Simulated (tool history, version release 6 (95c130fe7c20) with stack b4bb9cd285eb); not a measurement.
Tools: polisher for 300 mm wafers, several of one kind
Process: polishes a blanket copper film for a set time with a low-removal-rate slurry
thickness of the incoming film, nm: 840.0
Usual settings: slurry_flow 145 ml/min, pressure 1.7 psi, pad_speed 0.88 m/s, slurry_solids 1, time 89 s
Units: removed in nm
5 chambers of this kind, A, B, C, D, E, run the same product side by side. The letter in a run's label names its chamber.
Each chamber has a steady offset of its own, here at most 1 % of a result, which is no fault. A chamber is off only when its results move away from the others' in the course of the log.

| run | hour | slurry_flow | pressure | pad_speed | slurry_solids | time | wafers polished on this pad | hours since the slurry nozzle was cleaned | hours since the head pressure was calibrated | hours since the slurry blender was calibrated | removed |
|---|---|---|---|---|---|---|---|---|---|---|---|
| 1E | 7 | 145 | 1.7 | 0.88 | 1 | 89 | 211 | 232.8 | 338.2 | 71.8 | 154.18 |
| 2A | 15.7 | 145 | 1.7 | 0.88 | 1 | 89 | 953 | 253.2 | 975 | 282.1 | 149.18 |
| 3D | 20.8 | 145 | 1.7 | 0.88 | 1 | 89 | 1054 | 275.1 | 334.6 | 514.4 | 148.08 |
|  | 23.6 | chamber A: worn pad replaced by a new one |
|  | 23.7 | chamber D: slurry blender recalibrated |
| 4B | 27 | 145 | 1.7 | 0.88 | 1 | 89 | 619 | 621 | 559.7 | 40.1 | 152.2 |
| 5C | 31.7 | 145 | 1.7 | 0.88 | 1 | 89 | 959 | 729 | 254.2 | 73 | 153.06 |
|  | 37 | chamber E: slurry blender recalibrated |
|  | 38 | chamber B: slurry nozzle cleaned |
| 6D | 39.8 | 145 | 1.7 | 0.88 | 1 | 89 | 1230 | 294.1 | 353.6 | 16.2 | 150.04 |
|  | 40.4 | chamber D: worn pad replaced by a new one |
| 7E | 48 | 145 | 2.2 | 0.88 | 1 | 77 | 592 | 273.8 | 379.2 | 11.1 | 171.74 |
|  | 50.3 | chamber A: slurry nozzle cleaned |
|  | 51.6 | chamber E: worn pad replaced by a new one |
| 8C | 53.1 | 145 | 2.2 | 0.88 | 1 | 77 | 1158 | 750.4 | 275.6 | 94.4 | 170.56 |
| 9B | 57.7 | 145 | 2.2 | 0.88 | 1 | 77 | 904 | 19.8 | 590.4 | 70.8 | 168.36 |
| 10A | 63.9 | 145 | 2.2 | 0.88 | 1 | 77 | 375 | 13.7 | 1023.2 | 330.3 | 172.46 |
|  | 66.6 | chamber C: worn pad replaced by a new one |
| 11B | 69.8 | 145 | 2.2 | 0.88 | 1 | 77 | 1017 | 31.9 | 602.5 | 82.9 | 172.08 |
|  | 72 | chamber C: slurry blender recalibrated |
| 12C | 75.6 | 145 | 1.7 | 0.88 | 1 | 89 | 83 | 772.9 | 298.1 | 3.6 | 150.09 |
| 13A | 83.9 | 145 | 1.7 | 0.88 | 1 | 89 | 561 | 33.7 | 1043.2 | 350.3 | 148.87 |
| 14E | 91.2 | 145 | 1.7 | 0.88 | 1 | 89 | 369 | 317 | 422.4 | 54.3 | 153.67 |
|  | 91.8 | chamber B: slurry blender recalibrated |
| 15D | 98 | 145 | 1.7 | 0.88 | 1 | 89 | 536 | 352.3 | 411.8 | 74.4 | 154.08 |
| 16B | 102 | 145 | 1.7 | 0.88 | 1 | 89 | 1316 | 64.1 | 634.7 | 10.3 | 150.49 |
|  | 106.8 | chamber E: slurry nozzle cleaned |
| 17A | 108.8 | 145 | 1.7 | 0.88 | 1 | 89 | 792 | 58.6 | 1068.1 | 375.2 | 153.7 |
| 18C | 113.9 | 170 | 1.7 | 0.88 | 1 | 89 | 440 | 811.2 | 336.4 | 41.9 | 154.67 |
|  | 118.1 | chamber E: worn pad replaced by a new one |
| 19D | 122.1 | 170 | 1.7 | 0.88 | 1 | 89 | 760 | 376.4 | 435.9 | 98.5 | 154.88 |
|  | 124.4 | chamber A: worn pad replaced by a new one |
| 20E | 127 | 170 | 1.7 | 0.88 | 1 | 89 | 83 | 20.2 | 458.2 | 90.1 | 161.28 |
|  | 129.7 | chamber C: slurry nozzle cleaned |
| 21A | 134.9 | 170 | 1.7 | 0.88 | 1 | 89 | 97 | 84.7 | 1094.2 | 401.3 | 152.78 |
| 22E | 144.1 | 170 | 1.7 | 0.88 | 1 | 89 | 242 | 37.3 | 475.3 | 107.2 | 162.04 |
|  | 146 | chamber E: head pressure recalibrated |
| 23B | 148.8 | 145 | 1.7 | 0.88 | 1 | 89 | 1752 | 110.9 | 681.5 | 57.1 | 146.7 |
| 24D | 154.2 | 145 | 1.7 | 0.88 | 1 | 89 | 1059 | 408.5 | 468 | 130.6 | 147.69 |
| 25C | 158.9 | 145 | 1.7 | 0.88 | 1 | 89 | 858 | 29.2 | 381.4 | 86.9 | 152.07 |
| 26D | 163.3 | 145 | 1.3 | 0.88 | 1.3 | 89 | 1143 | 417.6 | 477.1 | 139.7 | 122.29 |
|  | 166.2 | chamber E: slurry blender recalibrated |
| 27B | 170.7 | 145 | 1.3 | 0.88 | 1.3 | 89 | 1955 | 132.8 | 703.4 | 79 | 120.43 |
|  | 177.3 | chamber A: head pressure recalibrated |
| 28E | 179.9 | 145 | 1.3 | 0.88 | 1.3 | 89 | 575 | 73.1 | 34 | 13.7 | 123.63 |
| 29C | 184.1 | 145 | 1.3 | 0.88 | 1.3 | 89 | 1093 | 54.4 | 406.6 | 112.1 | 119.02 |
| 30A | 188.8 | 145 | 1.3 | 0.88 | 1.3 | 89 | 599 | 138.6 | 11.6 | 455.2 | 123.7 |
| 31A | 198 | 145 | 1.7 | 0.88 | 1 | 89 | 684 | 147.8 | 20.8 | 464.4 | 152.94 |

Next, every chamber runs the same settings. What will each give?
| 32A | 204.6 | 145 | 1.7 | 0.88 | 1 | 89 |  |  |  |  | ? |
| 32B | 204.6 | 145 | 1.7 | 0.88 | 1 | 89 |  |  |  |  | ? |
| 32C | 204.6 | 145 | 1.7 | 0.88 | 1 | 89 |  |  |  |  | ? |
| 32D | 204.6 | 145 | 1.7 | 0.88 | 1 | 89 |  |  |  |  | ? |
| 32E | 204.6 | 145 | 1.7 | 0.88 | 1 | 89 |  |  |  |  | ? |

| run | removed |
|---|---|
| 32A | 151.23 |
| 32B | 142.93 |
| 32C | 152.31 |
| 32D | 150.58 |
| 32E | 154.54 |
